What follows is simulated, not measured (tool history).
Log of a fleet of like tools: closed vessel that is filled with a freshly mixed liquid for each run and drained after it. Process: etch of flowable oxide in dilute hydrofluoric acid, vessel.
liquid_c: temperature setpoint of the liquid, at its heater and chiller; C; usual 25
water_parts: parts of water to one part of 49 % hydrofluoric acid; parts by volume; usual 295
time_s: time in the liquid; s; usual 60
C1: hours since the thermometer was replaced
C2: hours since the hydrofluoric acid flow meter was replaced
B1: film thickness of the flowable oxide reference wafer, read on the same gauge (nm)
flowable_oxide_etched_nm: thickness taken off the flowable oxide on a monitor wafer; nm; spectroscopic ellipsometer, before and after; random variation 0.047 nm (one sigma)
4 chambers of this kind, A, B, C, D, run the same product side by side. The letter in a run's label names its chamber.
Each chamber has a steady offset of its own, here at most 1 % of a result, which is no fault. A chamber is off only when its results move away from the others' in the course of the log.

Run 1C, hour 5.7: usual settings; C1 620.1; C2 661.2; B1 60.023. Result: flowable_oxide_etched_nm 6.023 nm.
Run 2D, hour 11.8: usual settings; C1 833.5; C2 560.5; B1 60.021. Result: flowable_oxide_etched_nm 6.0599 nm.
Run 3B, hour 22: usual settings; C1 87.7; C2 1433.4; B1 59.985. Result: flowable_oxide_etched_nm 6.0413 nm.
Run 4A, hour 30.1: usual settings; C1 507.2; C2 336.6; B1 60.014. Result: flowable_oxide_etched_nm 6.0896 nm.
Run 5A, hour 38.4: usual settings; C1 515.5; C2 344.9; B1 60.025. Result: flowable_oxide_etched_nm 6.0145 nm.
Run 6D, hour 50.9: usual settings but liquid_c 21 C, water_parts 420 parts by volume; C1 872.6; C2 599.6; B1 59.956. Result: flowable_oxide_etched_nm 3.3555 nm.
Run 7C, hour 59.6: usual settings but liquid_c 21 C, water_parts 420 parts by volume; C1 674; C2 715.1; B1 59.971. Result: flowable_oxide_etched_nm 3.286 nm.
Run 8B, hour 71: usual settings but liquid_c 21 C, water_parts 420 parts by volume; C1 136.7; C2 1482.4; B1 59.973. Result: flowable_oxide_etched_nm 3.2857 nm.
Run 9C, hour 79.7: usual settings but liquid_c 21 C, water_parts 420 parts by volume; C1 694.1; C2 735.2; B1 59.964. Result: flowable_oxide_etched_nm 3.2998 nm.
Run 10B, hour 87.9: usual settings; C1 153.6; C2 1499.3; B1 59.953. Result: flowable_oxide_etched_nm 6.0075 nm.
Run 11D, hour 96.4: usual settings; C1 918.1; C2 645.1; B1 60.005. Result: flowable_oxide_etched_nm 6.0466 nm.
Run 12A, hour 107.6: usual settings; C1 584.7; C2 414.1; B1 60.038. Result: flowable_oxide_etched_nm 6.0661 nm.
Run 13A, hour 113: usual settings; C1 590.1; C2 419.5; B1 59.982. Result: flowable_oxide_etched_nm 6.0902 nm.
Run 14D, hour 124.5: usual settings but water_parts 350 parts by volume, time_s 95 s; C1 946.2; C2 673.2; B1 59.993. Result: flowable_oxide_etched_nm 7.7321 nm.
Run 15C, hour 135.3: usual settings but water_parts 350 parts by volume, time_s 95 s; C1 749.7; C2 790.8; B1 59.995. Result: flowable_oxide_etched_nm 7.725 nm.
Run 16B, hour 142.3: usual settings but water_parts 350 parts by volume, time_s 95 s; C1 208; C2 1553.7; B1 59.98. Result: flowable_oxide_etched_nm 7.4991 nm.
Run 17C, hour 150.2: usual settings but water_parts 350 parts by volume, time_s 95 s; C1 764.6; C2 805.7; B1 60.011. Result: flowable_oxide_etched_nm 7.6693 nm.
Run 18B, hour 156.4: usual settings but liquid_c 28 C; C1 222.1; C2 1567.8; B1 59.98. Result: flowable_oxide_etched_nm 6.632 nm.
Run 19A, hour 164.8: usual settings but liquid_c 28 C; C1 641.9; C2 471.3; B1 60.075. Result: flowable_oxide_etched_nm 6.6708 nm.
Run 20D, hour 170.5: usual settings but liquid_c 28 C; C1 992.2; C2 719.2; B1 59.963. Result: flowable_oxide_etched_nm 6.9531 nm.
Run 21A, hour 179.5: usual settings but liquid_c 28 C; C1 656.6; C2 486; B1 60.009. Result: flowable_oxide_etched_nm 6.6971 nm.
Run 22C, hour 190: usual settings; C1 804.4; C2 845.5; B1 59.936. Result: flowable_oxide_etched_nm 6.0807 nm.
Run 23D, hour 195.7: usual settings; C1 1017.4; C2 744.4; B1 60.003. Result: flowable_oxide_etched_nm 6.2772 nm.
Run 24B, hour 204.8: usual settings; C1 270.5; C2 1616.2; B1 60.021. Result: flowable_oxide_etched_nm 6.0286 nm.
At hour 213.1: chamber A: thermometer replaced.
Run 25A, hour 213.9: usual settings; C1 0.8; C2 520.4; B1 59.97. Result: flowable_oxide_etched_nm 6.0899 nm.
Run 26C, hour 220: usual settings; C1 834.4; C2 875.5; B1 59.971. Result: flowable_oxide_etched_nm 6.0515 nm.
Run 27B, hour 226.8: usual settings but water_parts 350 parts by volume; C1 292.5; C2 1638.2; B1 59.926. Result: flowable_oxide_etched_nm 4.8215 nm.
Run 28D, hour 233: usual settings but water_parts 350 parts by volume; C1 1054.7; C2 781.7; B1 59.99. Result: flowable_oxide_etched_nm 5.123 nm.
Run 29B, hour 242.1: usual settings but water_parts 350 parts by volume; C1 307.8; C2 1653.5; B1 59.985. Result: flowable_oxide_etched_nm 4.8087 nm.

Next, every chamber runs the same settings. What will each give?
Run 30A, hour 251: usual settings. Result: flowable_oxide_etched_nm ?.
Run 30B, hour 251: usual settings. Result: flowable_oxide_etched_nm ?.
Run 30C, hour 251: usual settings. Result: flowable_oxide_etched_nm ?.
Run 30D, hour 251: usual settings. Result: flowable_oxide_etched_nm ?.

run  flowable_oxide_etched_nm
30A                    6.0453
30B                    6.0078
30C                    6.0291
30D                    6.5128
